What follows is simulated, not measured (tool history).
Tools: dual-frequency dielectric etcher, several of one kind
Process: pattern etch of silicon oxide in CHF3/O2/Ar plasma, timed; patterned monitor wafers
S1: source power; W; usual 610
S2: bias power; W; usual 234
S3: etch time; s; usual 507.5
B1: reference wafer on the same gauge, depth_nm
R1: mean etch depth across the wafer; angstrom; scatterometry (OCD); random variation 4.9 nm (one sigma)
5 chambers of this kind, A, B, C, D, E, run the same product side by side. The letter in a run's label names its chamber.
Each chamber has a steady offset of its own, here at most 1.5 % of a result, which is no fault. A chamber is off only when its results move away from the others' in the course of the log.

run   hour   S1   S2     S3      B1      R1
 1C    3.2  610  234  507.5  1048.5   10981
 2E      9  610  234  507.5    1049   11021
 3A   12.3  610  234  507.5    1051   10994
 4B   17.1  610  234  507.5  1050.6   11018
      21.6  -- chamber C: wet clean of the chamber
 5D   21.8  610  234  507.5    1050   11005
 6E   24.8  610  234    643  1050.7   14058
 7A   30.4  610  234    643  1050.5   13905
 8B   33.1  610  234    643  1049.4   14043
 9C   36.7  610  234    643  1049.9   13847
10D   41.6  610  234    643    1050   13944
11B   45.4  610  234  507.5  1049.6   11129
12C   47.9  610  234  507.5  1050.2   10879
13E     53  610  234  507.5  1050.4   10971
14A   57.5  610  234  507.5  1050.4   10963
15D   63.1  610  234  507.5  1050.2   11041
16C   66.4  610  234  507.5  1049.9   10934
17B   71.7  610  234    367  1050.8  8054.9
18A   75.2  610  234    367  1050.8  7882.5
19D   78.1  610  234    367  1051.9  7989.4
20E   83.6  610  234    367  1049.6  7994.1
21C     87  610  234    367  1050.5  7923.1
22E   91.4  610  234  507.5    1050   11126
23D   95.1  610  234  507.5  1050.1   11025
      97.8  -- chamber B: wet clean of the chamber
24A  100.5  610  234  507.5  1049.6   10956
25B  105.8  610  234  507.5  1049.6   11036
26B  109.8  610  234  507.5  1051.6   11048
27A  113.5  610  234  507.5  1050.6   10995
28C    117  610  255  507.5  1051.2   11256
29D  122.9  610  255  507.5  1050.8   11482
30E  128.5  610  255  507.5  1050.4   11350
31E  133.2  610  255  507.5  1050.3   11391
32B  138.6  610  255  507.5    1051   11371
33A  141.6  610  212    636  1050.8   13341
34C  144.3  610  212    636  1050.4   13221

Is one chamber off against the others, does the gauge drift, or is nothing wrong? If a chamber is off, say which, and what the likeliest cause is.

No chamber stands off beyond its own small offset, and the gauge holds steady.

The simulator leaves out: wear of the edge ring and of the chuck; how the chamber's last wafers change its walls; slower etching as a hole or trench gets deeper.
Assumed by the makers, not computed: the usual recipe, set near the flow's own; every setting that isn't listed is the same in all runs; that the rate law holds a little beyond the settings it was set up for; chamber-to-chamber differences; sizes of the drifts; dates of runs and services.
